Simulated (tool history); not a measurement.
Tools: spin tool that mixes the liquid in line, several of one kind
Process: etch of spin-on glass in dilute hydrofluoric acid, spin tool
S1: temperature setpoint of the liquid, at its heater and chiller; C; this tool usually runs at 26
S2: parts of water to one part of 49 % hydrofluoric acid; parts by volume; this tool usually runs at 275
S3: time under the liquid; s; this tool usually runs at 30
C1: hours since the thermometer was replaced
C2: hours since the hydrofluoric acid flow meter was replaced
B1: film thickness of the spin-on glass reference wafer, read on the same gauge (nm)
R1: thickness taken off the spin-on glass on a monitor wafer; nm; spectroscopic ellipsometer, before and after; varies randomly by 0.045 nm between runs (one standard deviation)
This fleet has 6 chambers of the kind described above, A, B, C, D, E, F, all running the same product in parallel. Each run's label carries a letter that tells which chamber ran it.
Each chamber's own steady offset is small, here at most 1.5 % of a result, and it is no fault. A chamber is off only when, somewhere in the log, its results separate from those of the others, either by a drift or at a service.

{"run": "1B", "hour": 8.9, "S1": 26, "S2": 275, "S3": 30, "C1": 544.3, "C2": 1480.8, "B1": 30.004, "R1": 5.4375}
{"run": "2E", "hour": 13.4, "S1": 26, "S2": 275, "S3": 30, "C1": 370.3, "C2": 102.3, "B1": 30.002, "R1": 5.5549}
{"run": "3D", "hour": 17.6, "S1": 26, "S2": 275, "S3": 30, "C1": 429.7, "C2": 155.7, "B1": 29.997, "R1": 5.4883}
{"run": "4C", "hour": 23.7, "S1": 26, "S2": 275, "S3": 30, "C1": 1751.2, "C2": 459.6, "B1": 30.032, "R1": 5.4975}
{"run": "5A", "hour": 29.9, "S1": 30.5, "S2": 150, "S3": 30, "C1": 2685.8, "C2": 646.8, "B1": 29.98, "R1": 13.332}
{"run": "6F", "hour": 34.4, "S1": 30.5, "S2": 150, "S3": 30, "C1": 1329, "C2": 1446.5, "B1": 30.032, "R1": 13.482}
{"run": "7B", "hour": 38.7, "S1": 30.5, "S2": 150, "S3": 30, "C1": 574.1, "C2": 1510.6, "B1": 29.979, "R1": 13.562}
{"run": "8F", "hour": 48.1, "S1": 30.5, "S2": 150, "S3": 30, "C1": 1342.7, "C2": 1460.2, "B1": 30.012, "R1": 13.48}
{"run": "9A", "hour": 56.0, "S1": 30.5, "S2": 150, "S3": 30, "C1": 2711.9, "C2": 672.9, "B1": 30.005, "R1": 13.6}
{"run": "10E", "hour": 65.3, "S1": 30.5, "S2": 150, "S3": 30, "C1": 422.2, "C2": 154.2, "B1": 30.013, "R1": 13.722}
{"run": "11D", "hour": 71.1, "S1": 26, "S2": 275, "S3": 30, "C1": 483.2, "C2": 209.2, "B1": 30.002, "R1": 5.5034}
{"run": "12C", "hour": 77.0, "S1": 26, "S2": 275, "S3": 30, "C1": 1804.5, "C2": 512.9, "B1": 29.978, "R1": 5.4441}
{"run": "13E", "hour": 82.5, "S1": 26, "S2": 205, "S3": 30, "C1": 439.4, "C2": 171.4, "B1": 29.987, "R1": 7.92}
{"run": "14B", "hour": 89.0, "S1": 26, "S2": 205, "S3": 30, "C1": 624.4, "C2": 1560.9, "B1": 29.992, "R1": 7.9592}
{"run": "15A", "hour": 97.6, "S1": 26, "S2": 205, "S3": 30, "C1": 2753.5, "C2": 714.5, "B1": 29.986, "R1": 7.7729}
{"run": "16D", "hour": 106.9, "S1": 26, "S2": 205, "S3": 30, "C1": 519, "C2": 245, "B1": 29.998, "R1": 8.1242}
{"run": "17C", "hour": 111.7, "S1": 26, "S2": 205, "S3": 30, "C1": 1839.2, "C2": 547.6, "B1": 29.98, "R1": 7.8091}
{"run": "18F", "hour": 118.8, "S1": 26, "S2": 205, "S3": 30, "C1": 1413.4, "C2": 1530.9, "B1": 30.011, "R1": 7.9191}
{"hour": 124.5, "done": "chamber A: thermometer replaced"}
{"run": "19C", "hour": 126.1, "S1": 26, "S2": 275, "S3": 30, "C1": 1853.6, "C2": 562, "B1": 30.017, "R1": 5.4174}
{"run": "20B", "hour": 134.4, "S1": 26, "S2": 275, "S3": 30, "C1": 669.8, "C2": 1606.3, "B1": 30.001, "R1": 5.5089}
{"run": "21D", "hour": 141.5, "S1": 26, "S2": 275, "S3": 30, "C1": 553.6, "C2": 279.6, "B1": 29.986, "R1": 5.4712}
{"run": "22F", "hour": 148.6, "S1": 29, "S2": 275, "S3": 35, "C1": 1443.2, "C2": 1560.7, "B1": 30.014, "R1": 7.0675}
{"run": "23E", "hour": 157.9, "S1": 29, "S2": 275, "S3": 35, "C1": 514.8, "C2": 246.8, "B1": 30.025, "R1": 6.9625}
{"hour": 162.6, "done": "chamber C: thermometer replaced"}
{"run": "24A", "hour": 167.5, "S1": 29, "S2": 275, "S3": 35, "C1": 43.1, "C2": 784.4, "B1": 29.989, "R1": 7.0134}
{"run": "25A", "hour": 172.6, "S1": 29, "S2": 275, "S3": 35, "C1": 48.2, "C2": 789.5, "B1": 30.007, "R1": 7.0035}
{"run": "26C", "hour": 176.7, "S1": 29, "S2": 275, "S3": 35, "C1": 14.2, "C2": 612.6, "B1": 30.001, "R1": 7.0924}
{"hour": 180.9, "done": "chamber B: thermometer replaced"}
{"run": "27F", "hour": 181.8, "S1": 29, "S2": 275, "S3": 35, "C1": 1476.4, "C2": 1593.9, "B1": 29.994, "R1": 7.011}
{"run": "28D", "hour": 189.0, "S1": 22, "S2": 275, "S3": 15, "C1": 601.1, "C2": 327.1, "B1": 29.996, "R1": 2.3848}
{"run": "29B", "hour": 197.5, "S1": 22, "S2": 275, "S3": 15, "C1": 16.6, "C2": 1669.4, "B1": 30.004, "R1": 2.3642}
{"run": "30E", "hour": 204.5, "S1": 22, "S2": 275, "S3": 15, "C1": 561.4, "C2": 293.4, "B1": 30.001, "R1": 2.319}
{"run": "31A", "hour": 209.3, "S1": 22, "S2": 275, "S3": 15, "C1": 84.9, "C2": 826.2, "B1": 30.035, "R1": 2.3344}
{"run": "32B", "hour": 216.5, "S1": 22, "S2": 275, "S3": 15, "C1": 35.6, "C2": 1688.4, "B1": 30.005, "R1": 2.3657}
{"run": "33E", "hour": 224.3, "S1": 22, "S2": 275, "S3": 15, "C1": 581.2, "C2": 313.2, "B1": 30.002, "R1": 2.3244}
{"run": "34F", "hour": 231.3, "S1": 26, "S2": 275, "S3": 30, "C1": 1525.9, "C2": 1643.4, "B1": 30.014, "R1": 5.5685}
{"run": "35C", "hour": 237.5, "S1": 26, "S2": 275, "S3": 30, "C1": 75, "C2": 673.4, "B1": 29.994, "R1": 5.5279}
{"run": "36D", "hour": 244.1, "S1": 26, "S2": 275, "S3": 30, "C1": 656.2, "C2": 382.2, "B1": 29.996, "R1": 5.5543}
{"run": "37B", "hour": 251.4, "S1": 26, "S2": 275, "S3": 30, "C1": 70.5, "C2": 1723.3, "B1": 30.023, "R1": 5.3777}
{"run": "38A", "hour": 258.7, "S1": 26, "S2": 275, "S3": 30, "C1": 134.3, "C2": 875.6, "B1": 30.001, "R1": 5.4734}
{"run": "39C", "hour": 265.1, "S1": 26, "S2": 275, "S3": 30, "C1": 102.6, "C2": 701, "B1": 30.005, "R1": 5.5661}
{"run": "40E", "hour": 274.6, "S1": 26, "S2": 275, "S3": 30, "C1": 631.5, "C2": 363.5, "B1": 30.002, "R1": 5.3697}
{"run": "41D", "hour": 281.9, "S1": 26, "S2": 275, "S3": 30, "C1": 694, "C2": 420, "B1": 30.001, "R1": 5.5073}
{"run": "42F", "hour": 286.5, "S1": 26, "S2": 275, "S3": 30, "C1": 1581.1, "C2": 1698.6, "B1": 29.975, "R1": 5.5278}
{"run": "43F", "hour": 296.0, "S1": 26, "S2": 275, "S3": 30, "C1": 1590.6, "C2": 1708.1, "B1": 29.995, "R1": 5.4668}
{"run": "44C", "hour": 301.3, "S1": 26, "S2": 275, "S3": 30, "C1": 138.8, "C2": 737.2, "B1": 30.017, "R1": 5.464}

The same settings go to every chamber for the next run, one line per chamber below. Forecast the results for each:
{"run": "45A", "hour": 308.1, "S1": 26, "S2": 275, "S3": 30, "R1": "?"}
{"run": "45B", "hour": 308.1, "S1": 26, "S2": 275, "S3": 30, "R1": "?"}
{"run": "45C", "hour": 308.1, "S1": 26, "S2": 275, "S3": 30, "R1": "?"}
{"run": "45D", "hour": 308.1, "S1": 26, "S2": 275, "S3": 30, "R1": "?"}
{"run": "45E", "hour": 308.1, "S1": 26, "S2": 275, "S3": 30, "R1": "?"}
{"run": "45F", "hour": 308.1, "S1": 26, "S2": 275, "S3": 30, "R1": "?"}

run=45A R1=5.467
run=45B R1=5.538
run=45C R1=5.5479
run=45D R1=5.5148
run=45E R1=5.2094
run=45F R1=5.5314
